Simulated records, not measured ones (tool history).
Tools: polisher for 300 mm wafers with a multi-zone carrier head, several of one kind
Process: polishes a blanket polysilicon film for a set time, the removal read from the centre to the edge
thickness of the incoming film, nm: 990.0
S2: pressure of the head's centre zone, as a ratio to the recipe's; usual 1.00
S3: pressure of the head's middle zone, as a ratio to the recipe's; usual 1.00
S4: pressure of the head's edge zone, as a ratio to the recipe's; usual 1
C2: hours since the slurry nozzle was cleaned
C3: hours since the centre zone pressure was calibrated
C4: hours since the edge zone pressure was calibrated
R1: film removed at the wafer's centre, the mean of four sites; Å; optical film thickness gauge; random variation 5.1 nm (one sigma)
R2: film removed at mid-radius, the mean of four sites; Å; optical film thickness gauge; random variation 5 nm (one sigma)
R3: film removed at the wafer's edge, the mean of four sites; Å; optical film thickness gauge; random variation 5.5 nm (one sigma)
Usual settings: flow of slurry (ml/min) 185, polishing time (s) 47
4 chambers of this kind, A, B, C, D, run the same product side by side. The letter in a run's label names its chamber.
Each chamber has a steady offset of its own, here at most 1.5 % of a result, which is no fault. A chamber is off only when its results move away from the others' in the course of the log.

-- day=0.088 chamber D: worn pad replaced by a new one
run 1A day=0.350 | flow_of_slurry_(ml/min)=185 S2=1.00 S3=1.00 S4=1 polishing_time_(s)=47 | wafers_polished_on_this_pad=197 C2=54.3 C3=460.3 C4=39.1 | R1=3868.2 R2=3874.2 R3=3884.7
-- day=0.358 chamber B: worn pad replaced by a new one
run 2D day=0.596 | flow_of_slurry_(ml/min)=185 S2=1.00 S3=1.00 S4=1 polishing_time_(s)=47 | wafers_polished_on_this_pad=93 C2=49.6 C3=752.3 C4=1027.4 | R1=3873.2 R2=3918.7 R3=3899.8
run 3C day=1.079 | flow_of_slurry_(ml/min)=185 S2=1.00 S3=1.00 S4=1 polishing_time_(s)=47 | wafers_polished_on_this_pad=472 C2=430.2 C3=387.4 C4=280.9 | R1=3855.0 R2=3846.1 R3=3847.1
run 4B day=1.446 | flow_of_slurry_(ml/min)=185 S2=1.00 S3=1.00 S4=1 polishing_time_(s)=47 | wafers_polished_on_this_pad=197 C2=362.5 C3=80.1 C4=55.8 | R1=3964.5 R2=3915.5 R3=3885.9
run 5A day=1.667 | flow_of_slurry_(ml/min)=185 S2=1.00 S3=1.00 S4=1 polishing_time_(s)=47 | wafers_polished_on_this_pad=436 C2=85.9 C3=491.9 C4=70.7 | R1=4017.3 R2=4031.7 R3=3889.7
run 6D day=1.983 | flow_of_slurry_(ml/min)=185 S2=1.00 S3=1.00 S4=1 polishing_time_(s)=47 | wafers_polished_on_this_pad=345 C2=82.9 C3=785.6 C4=1060.7 | R1=3928.5 R2=4004.9 R3=3876.4
-- day=2.012 chamber A: worn pad replaced by a new one
run 7C day=2.271 | flow_of_slurry_(ml/min)=185 S2=1.00 S3=1.00 S4=1 polishing_time_(s)=47 | wafers_polished_on_this_pad=688 C2=458.8 C3=416.0 C4=309.5 | R1=3812.1 R2=3912.2 R3=3885.5
run 8B day=2.708 | flow_of_slurry_(ml/min)=185 S2=1.00 S3=1.00 S4=1 polishing_time_(s)=47 | wafers_polished_on_this_pad=427 C2=392.8 C3=110.4 C4=86.1 | R1=4009.6 R2=3870.4 R3=3842.6
run 9D day=3.050 | flow_of_slurry_(ml/min)=185 S2=1.00 S3=1.00 S4=1 polishing_time_(s)=47 | wafers_polished_on_this_pad=538 C2=108.5 C3=811.2 C4=1086.3 | R1=3828.9 R2=3943.3 R3=3924.2
run 10A day=3.462 | flow_of_slurry_(ml/min)=185 S2=1.00 S3=1.00 S4=1 polishing_time_(s)=47 | wafers_polished_on_this_pad=263 C2=129.0 C3=535.0 C4=113.8 | R1=3923.1 R2=4020.2 R3=4007.0
run 11B day=3.742 | flow_of_slurry_(ml/min)=185 S2=1.00 S3=1.00 S4=1 polishing_time_(s)=47 | wafers_polished_on_this_pad=615 C2=417.6 C3=135.2 C4=110.9 | R1=3895.9 R2=3905.6 R3=3912.1
run 12C day=4.012 | flow_of_slurry_(ml/min)=185 S2=1.00 S3=1.00 S4=1 polishing_time_(s)=47 | wafers_polished_on_this_pad=1005 C2=500.6 C3=457.8 C4=351.3 | R1=3869.4 R2=3818.3 R3=3867.4
run 13B day=4.308 | flow_of_slurry_(ml/min)=185 S2=1.00 S3=1.00 S4=1 polishing_time_(s)=47 | wafers_polished_on_this_pad=717 C2=431.2 C3=148.8 C4=124.5 | R1=3938.4 R2=4041.9 R3=3907.5
run 14D day=4.712 | flow_of_slurry_(ml/min)=185 S2=1.00 S3=1.00 S4=1 polishing_time_(s)=47 | wafers_polished_on_this_pad=841 C2=148.4 C3=851.1 C4=1126.2 | R1=3889.9 R2=3978.6 R3=3965.0
-- day=4.992 chamber C: worn pad replaced by a new one
-- day=5.046 chamber B: worn pad replaced by a new one
run 15C day=5.112 | flow_of_slurry_(ml/min)=185 S2=1.00 S3=1.00 S4=1 polishing_time_(s)=47 | wafers_polished_on_this_pad=22 C2=527.0 C3=484.2 C4=377.7 | R1=3779.2 R2=3877.7 R3=3841.8
run 16A day=5.329 | flow_of_slurry_(ml/min)=185 S2=1.00 S3=1.00 S4=1 polishing_time_(s)=47 | wafers_polished_on_this_pad=602 C2=173.8 C3=579.8 C4=158.6 | R1=3894.6 R2=3966.5 R3=3840.0
-- day=5.525 chamber A: worn pad replaced by a new one
run 17B day=5.771 | flow_of_slurry_(ml/min)=185 S2=1.00 S3=1.00 S4=1 polishing_time_(s)=47 | wafers_polished_on_this_pad=131 C2=466.3 C3=183.9 C4=159.6 | R1=4011.1 R2=3960.9 R3=3978.5
run 18D day=6.000 | flow_of_slurry_(ml/min)=185 S2=1.00 S3=1.00 S4=1 polishing_time_(s)=47 | wafers_polished_on_this_pad=1074 C2=179.3 C3=882.0 C4=1157.1 | R1=3891.3 R2=3891.3 R3=3880.0
run 19C day=6.396 | flow_of_slurry_(ml/min)=185 S2=1.00 S3=1.00 S4=1 polishing_time_(s)=47 | wafers_polished_on_this_pad=255 C2=557.8 C3=515.0 C4=408.5 | R1=3775.8 R2=3815.4 R3=3817.3
run 20A day=6.612 | flow_of_slurry_(ml/min)=185 S2=0.92 S3=0.93 S4=1 polishing_time_(s)=47 | wafers_polished_on_this_pad=198 C2=204.6 C3=610.6 C4=189.4 | R1=3602.9 R2=3703.3 R3=3919.7
run 21B day=7.017 | flow_of_slurry_(ml/min)=185 S2=0.92 S3=0.93 S4=1 polishing_time_(s)=47 | wafers_polished_on_this_pad=358 C2=496.2 C3=213.8 C4=189.5 | R1=3648.9 R2=3615.9 R3=3923.9
run 22D day=7.433 | flow_of_slurry_(ml/min)=185 S2=0.92 S3=0.93 S4=1 polishing_time_(s)=47 | wafers_polished_on_this_pad=1335 C2=213.7 C3=916.4 C4=1191.5 | R1=3564.9 R2=3690.6 R3=3931.6
run 23A day=7.921 | flow_of_slurry_(ml/min)=185 S2=0.92 S3=0.93 S4=1 polishing_time_(s)=47 | wafers_polished_on_this_pad=435 C2=236.0 C3=642.0 C4=220.8 | R1=3549.6 R2=3666.6 R3=3895.0
run 24C day=8.133 | flow_of_slurry_(ml/min)=185 S2=1.00 S3=1.00 S4=1 polishing_time_(s)=47 | wafers_polished_on_this_pad=571 C2=599.5 C3=556.7 C4=450.2 | R1=3686.5 R2=3672.6 R3=3834.0
-- day=8.179 chamber D: worn pad replaced by a new one
run 25D day=8.379 | flow_of_slurry_(ml/min)=185 S2=0.94 S3=1.00 S4=1 polishing_time_(s)=32 | wafers_polished_on_this_pad=36 C2=236.4 C3=939.1 C4=1214.2 | R1=2431.7 R2=2630.2 R3=2649.7
run 26A day=8.642 | flow_of_slurry_(ml/min)=185 S2=0.94 S3=1.00 S4=1 polishing_time_(s)=32 | wafers_polished_on_this_pad=566 C2=253.3 C3=659.3 C4=238.1 | R1=2517.5 R2=2620.2 R3=2627.4
-- day=8.908 chamber A: worn pad replaced by a new one
run 27B day=8.925 | flow_of_slurry_(ml/min)=185 S2=0.94 S3=1.00 S4=1 polishing_time_(s)=32 | wafers_polished_on_this_pad=704 C2=542.0 C3=259.6 C4=235.3 | R1=2495.8 R2=2702.0 R3=2706.2
run 28C day=9.350 | flow_of_slurry_(ml/min)=185 S2=0.94 S3=1.00 S4=1 polishing_time_(s)=32 | wafers_polished_on_this_pad=792 C2=628.7 C3=585.9 C4=479.4 | R1=2363.6 R2=2562.3 R3=2520.0
run 29B day=9.646 | flow_of_slurry_(ml/min)=185 S2=1.00 S3=1.00 S4=1 polishing_time_(s)=47 | wafers_polished_on_this_pad=835 C2=559.3 C3=276.9 C4=252.6 | R1=3959.5 R2=3922.5 R3=3907.0
-- day=9.921 chamber D: edge zone pressure recalibrated
run 30A day=10.017 | flow_of_slurry_(ml/min)=185 S2=1.00 S3=1.00 S4=1 polishing_time_(s)=47 | wafers_polished_on_this_pad=201 C2=286.3 C3=692.3 C4=271.1 | R1=3883.6 R2=3897.6 R3=3893.6
run 31D day=10.279 | flow_of_slurry_(ml/min)=185 S2=1.00 S3=1.00 S4=1 polishing_time_(s)=47 | wafers_polished_on_this_pad=381 C2=282.0 C3=984.7 C4=8.7 | R1=3885.4 R2=3934.1 R3=3920.5
run 32C day=10.696 | flow_of_slurry_(ml/min)=185 S2=1.00 S3=1.00 S4=1 polishing_time_(s)=47 | wafers_polished_on_this_pad=1036 C2=661.0 C3=618.2 C4=511.7 | R1=3617.8 R2=3630.3 R3=3669.7
-- day=10.729 chamber B: worn pad replaced by a new one
run 33B day=11.154 | flow_of_slurry_(ml/min)=185 S2=1.00 S3=1.00 S4=1 polishing_time_(s)=47 | wafers_polished_on_this_pad=77 C2=595.5 C3=313.1 C4=288.8 | R1=3960.5 R2=3913.7 R3=3972.3
run 34D day=11.417 | flow_of_slurry_(ml/min)=185 S2=1.00 S3=1.00 S4=1 polishing_time_(s)=47 | wafers_polished_on_this_pad=588 C2=309.3 C3=1012.0 C4=36.0 | R1=3839.7 R2=3910.7 R3=3869.8
run 35C day=11.838 | flow_of_slurry_(ml/min)=245 S2=1.10 S3=1.00 S4=1 polishing_time_(s)=47 | wafers_polished_on_this_pad=1244 C2=688.4 C3=645.6 C4=539.1 | R1=4236.4 R2=3850.9 R3=3809.5
-- day=12.033 chamber B: slurry nozzle cleaned
run 36A day=12.233 | flow_of_slurry_(ml/min)=245 S2=1.10 S3=1.00 S4=1 polishing_time_(s)=47 | wafers_polished_on_this_pad=604 C2=339.5 C3=745.5 C4=324.3 | R1=4535.3 R2=4071.0 R3=4077.8
run 37C day=12.629 | flow_of_slurry_(ml/min)=245 S2=1.10 S3=1.00 S4=1 polishing_time_(s)=47 | wafers_polished_on_this_pad=1387 C2=707.4 C3=664.6 C4=558.1 | R1=4129.4 R2=3840.3 R3=3794.3
run 38B day=13.079 | flow_of_slurry_(ml/min)=245 S2=1.10 S3=1.00 S4=1 polishing_time_(s)=47 | wafers_polished_on_this_pad=427 C2=25.2 C3=359.3 C4=335.0 | R1=4619.5 R2=4087.4 R3=4021.5

Next, every chamber runs the same settings. What will each give?
run 39A day=13.425 | flow_of_slurry_(ml/min)=185 S2=1.00 S3=1.00 S4=1 polishing_time_(s)=57 | R1=? R2=? R3=?
run 39B day=13.425 | flow_of_slurry_(ml/min)=185 S2=1.00 S3=1.00 S4=1 polishing_time_(s)=57 | R1=? R2=? R3=?
run 39C day=13.425 | flow_of_slurry_(ml/min)=185 S2=1.00 S3=1.00 S4=1 polishing_time_(s)=57 | R1=? R2=? R3=?
run 39D day=13.425 | flow_of_slurry_(ml/min)=185 S2=1.00 S3=1.00 S4=1 polishing_time_(s)=57 | R1=? R2=? R3=?

run=39A R1=4802.8 R2=4780.1 R3=4787.4
run=39B R1=4793.8 R2=4756.1 R3=4829.1
run=39C R1=4192.4 R2=4330.0 R3=4246.7
run=39D R1=4741.3 R2=4734.6 R3=4783.4
